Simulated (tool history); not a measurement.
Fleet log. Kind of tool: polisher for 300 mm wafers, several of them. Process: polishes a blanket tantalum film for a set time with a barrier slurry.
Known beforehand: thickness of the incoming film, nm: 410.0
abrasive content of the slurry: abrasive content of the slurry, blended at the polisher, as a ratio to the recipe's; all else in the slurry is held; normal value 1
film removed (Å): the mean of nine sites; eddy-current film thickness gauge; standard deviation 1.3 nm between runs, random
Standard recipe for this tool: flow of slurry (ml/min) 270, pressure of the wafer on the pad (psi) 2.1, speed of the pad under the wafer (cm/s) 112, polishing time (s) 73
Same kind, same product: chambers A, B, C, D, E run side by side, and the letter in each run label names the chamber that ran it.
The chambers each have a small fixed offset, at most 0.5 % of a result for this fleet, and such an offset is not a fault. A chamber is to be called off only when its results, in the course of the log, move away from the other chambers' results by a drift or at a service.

run   hour  flow of slurry (ml/min)  pressure of the wafer on the pad (psi)  speed of the pad under the wafer (cm/s)  abrasive content of the slurry  polishing time (s)  film removed (Å)
       0.7  -- chamber C: slurry blender recalibrated
 1A    2.9                      270                                     2.1                                      112                               1                  73            1389.7
       6.0  -- chamber E: worn pad replaced by a new one
 2E    7.0                      270                                     2.1                                      112                               1                  73            1361.8
 3D   10.2                      270                                     2.1                                      112                               1                  73            1386.5
 4B   13.5                      270                                     2.1                                      112                               1                  73            1371.4
 5C   16.9                      270                                     2.1                                      112                               1                  73            1370.4
 6A   20.7                      270                                     2.1                                      112                               1                  73            1400.2
 7C   24.3                      270                                     2.1                                      112                               1                  73            1359.7
      26.2  -- chamber B: worn pad replaced by a new one
 8D   28.6                      270                                     2.1                                       94                               1                  73            1151.8
 9B   33.4                      270                                     2.1                                       94                               1                  73            1160.3
10E   39.3                      270                                     2.1                                       94                               1                  73            1163.4
11E   42.4                      270                                     2.1                                       94                               1                  73            1154.1
      45.9  -- chamber A: worn pad replaced by a new one
12D   47.0                      270                                     2.1                                       94                               1                  73            1139.4
      48.1  -- chamber C: worn pad replaced by a new one
      48.7  -- chamber B: head pressure recalibrated
      52.2  -- chamber D: slurry blender recalibrated
13C   52.5                      270                                     2.1                                      112                               1                  73            1367.8
14B   55.6                      270                                     2.1                                      112                               1                  73            1233.4
15A   61.2                      270                                     2.1                                      112                               1                  73            1378.2
16B   65.6                      270                                     2.1                                      112                               1                  73            1240.7
17D   70.8                      270                                     2.1                                      112                               1                  73            1358.1
18C   75.1                      270                                     2.1                                      112                               1                  73            1342.6
19E   78.3                      270                                     2.1                                      112                               1                  73            1359.4
20A   83.0                      270                                     2.1                                      112                               1                  73            1367.6
      85.7  -- chamber D: worn pad replaced by a new one
21B   88.5                      270                                     2.1                                       84                               1                  73             927.2
22A   92.9                      270                                     2.1                                       84                               1                  73            1039.1
23C   96.0                      270                                     2.1                                       84                               1                  73            1040.9
24D  101.2                      270                                     2.1                                       84                               1                  73            1028.9
25E  104.6                      270                                     2.1                                       84                               1                  73            1030.3
26B  108.0                      270                                     2.1                                      112                               1                  73            1225.2
27D  111.3                      270                                     2.1                                      112                               1                  73            1356.6
28A  115.2                      270                                     2.1                                      112                               1                  73            1337.7
     115.5  -- chamber A: worn pad replaced by a new one
29E  118.8                      270                                     2.1                                      112                               1                  73            1383.3
     122.1  -- chamber B: worn pad replaced by a new one
30C  122.9                      270                                     2.1                                      112                               1                  73            1393.7
     123.4  -- chamber C: worn pad replaced by a new one
31E  127.6                      335                                     2.1                                      112                               1                  73            1382.3
32D  133.5                      335                                     2.1                                      112                               1                  73            1374.1
33C  139.1                      335                                     2.1                                      112                               1                  73            1391.4
34B  142.1                      335                                     2.1                                      112                               1                  73            1240.5
35A  145.8                      335                                     2.1                                      112                               1                  73            1406.1

For the next run the whole fleet of 5 chambers uses the same settings. Give each chamber's results:
36A  150.1                      270                                     2.1                                      112                               1                  73                 ?
36B  150.1                      270                                     2.1                                      112                               1                  73                 ?
36C  150.1                      270                                     2.1                                      112                               1                  73                 ?
36D  150.1                      270                                     2.1                                      112                               1                  73                 ?
36E  150.1                      270                                     2.1                                      112                               1                  73                 ?

run  film removed (Å)
36A            1381.3
36B            1230.4
36C            1366.0
36D            1358.9
36E            1358.6

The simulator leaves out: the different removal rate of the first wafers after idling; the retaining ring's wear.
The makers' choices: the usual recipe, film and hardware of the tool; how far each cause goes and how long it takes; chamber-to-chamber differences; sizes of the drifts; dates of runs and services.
